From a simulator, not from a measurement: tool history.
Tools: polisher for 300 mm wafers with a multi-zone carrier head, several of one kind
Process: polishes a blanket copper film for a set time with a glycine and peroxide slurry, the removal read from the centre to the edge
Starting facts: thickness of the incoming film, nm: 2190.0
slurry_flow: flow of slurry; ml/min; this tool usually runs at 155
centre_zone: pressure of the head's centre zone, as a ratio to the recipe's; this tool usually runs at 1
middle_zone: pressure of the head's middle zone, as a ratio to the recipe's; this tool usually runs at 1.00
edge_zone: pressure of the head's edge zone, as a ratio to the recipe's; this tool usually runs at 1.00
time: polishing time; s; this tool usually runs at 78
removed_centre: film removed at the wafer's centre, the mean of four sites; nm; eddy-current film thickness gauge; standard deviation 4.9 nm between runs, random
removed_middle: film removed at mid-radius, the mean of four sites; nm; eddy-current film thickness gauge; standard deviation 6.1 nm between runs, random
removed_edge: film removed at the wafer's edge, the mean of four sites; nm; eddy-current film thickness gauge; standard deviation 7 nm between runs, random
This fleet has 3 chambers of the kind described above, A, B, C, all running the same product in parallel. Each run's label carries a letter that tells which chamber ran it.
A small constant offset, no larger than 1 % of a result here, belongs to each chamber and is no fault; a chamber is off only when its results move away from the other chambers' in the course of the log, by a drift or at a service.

run,hour,slurry_flow,centre_zone,middle_zone,edge_zone,time,removed_centre,removed_middle,removed_edge
1A,11.6,155,1,1.00,1.00,78,471.17,479.23,479.32
2C,22.0,155,1,1.00,1.00,78,471.93,470.62,471.39
3B,31.6,155,1,1.00,1.00,78,469.57,475.50,475.72
# hour 32.4: chamber B: worn pad replaced by a new one
4B,42.6,155,1,1.00,1.00,78,471.36,473.23,480.68
# hour 48.3: chamber A: worn pad replaced by a new one
5A,48.5,155,1,1.00,1.00,78,472.94,485.58,477.13
6C,59.5,185,1,1.00,1.00,78,493.14,496.97,481.49
7A,68.2,185,1,1.00,1.00,78,491.68,480.76,483.07
8C,75.1,185,1,1.00,1.00,78,482.59,506.27,480.62
9B,81.9,155,1,1.00,1.05,78,466.60,480.88,484.49
10B,91.5,155,1,1.00,1.05,78,471.33,474.57,484.44
11C,103.6,155,1,1.00,1.05,78,471.44,469.40,490.02
12A,112.2,155,1,1.00,1.00,78,469.96,464.11,469.32
13C,122.0,200,1,1.00,1.00,57,359.26,359.74,350.74
14B,129.3,200,1,1.00,1.00,57,362.09,361.75,357.72
# hour 133.1: chamber B: worn pad replaced by a new one
15A,134.9,200,1,1.00,1.00,57,351.68,344.36,358.04
16B,143.6,155,1,1.00,1.00,78,474.56,470.04,483.17
17A,155.4,155,1,1.00,1.00,78,456.41,450.51,458.66
18C,165.1,155,1,1.00,1.06,78,471.28,480.40,506.21
# hour 173.8: chamber A: worn pad replaced by a new one
19A,175.8,155,1,1.00,1.06,78,442.79,443.95,472.82
# hour 182.0: chamber C: worn pad replaced by a new one
20B,183.6,155,1,1.00,1.06,78,473.29,470.01,490.62
21C,193.8,155,1,1.00,1.00,78,469.45,479.10,484.59
22C,199.1,155,1,1.00,1.00,78,477.02,471.93,478.85
23B,207.2,155,1,0.92,1.00,78,471.85,443.39,467.11
24A,213.1,155,1,0.92,1.00,78,430.23,399.98,441.63
25C,221.1,155,1,0.92,1.00,78,475.74,436.00,482.78
26A,229.6,155,1,1.00,1.00,78,426.23,426.93,449.32
# hour 233.1: chamber B: worn pad replaced by a new one
27B,237.4,155,1,1.00,1.00,78,477.91,470.91,474.76

Decide between three cases: one chamber stands off from its peers, the gauge reading all wafers drifts, or nothing is wrong past each chamber's small offset. Where a chamber is off, say which and what most likely put it there.

Little by little, chamber A moves away from the other chambers.
Most likely cause: slurry flow missing at the pad, % = 36.4.

Here are 4 candidates for chamber A's next run, each the usual settings with a change, their results left as question marks. Which one brings its results back in line with what the others give on the usual settings?
In line means no further than this from the other chambers' mean on the usual settings: removed_centre 17.00 nm; removed_middle 21.00 nm; removed_edge 25.00 nm
28A-1,246.1,150,0.99,0.99,1.01,75,?,?,?
28A-2,246.1,145,0.98,0.98,1.02,72,?,?,?
28A-3,246.1,165,1.02,1.02,0.98,84,?,?,?
28A-4,246.1,160,1.01,1.01,0.99,81,?,?,?

Usual-settings mean across the other chambers: removed_centre 472.57 nm; removed_middle 474.87 nm; removed_edge 476.18 nm
run,removed_centre,removed_middle,removed_edge
28A-1,392.69,397.97,422.53
28A-2,368.31,374.74,405.06
28A-3,469.19,470.40,474.08
28A-4,443.13,445.81,457.05
The right change is 28A-3: it brings the chamber back within the allowed miss of the others.

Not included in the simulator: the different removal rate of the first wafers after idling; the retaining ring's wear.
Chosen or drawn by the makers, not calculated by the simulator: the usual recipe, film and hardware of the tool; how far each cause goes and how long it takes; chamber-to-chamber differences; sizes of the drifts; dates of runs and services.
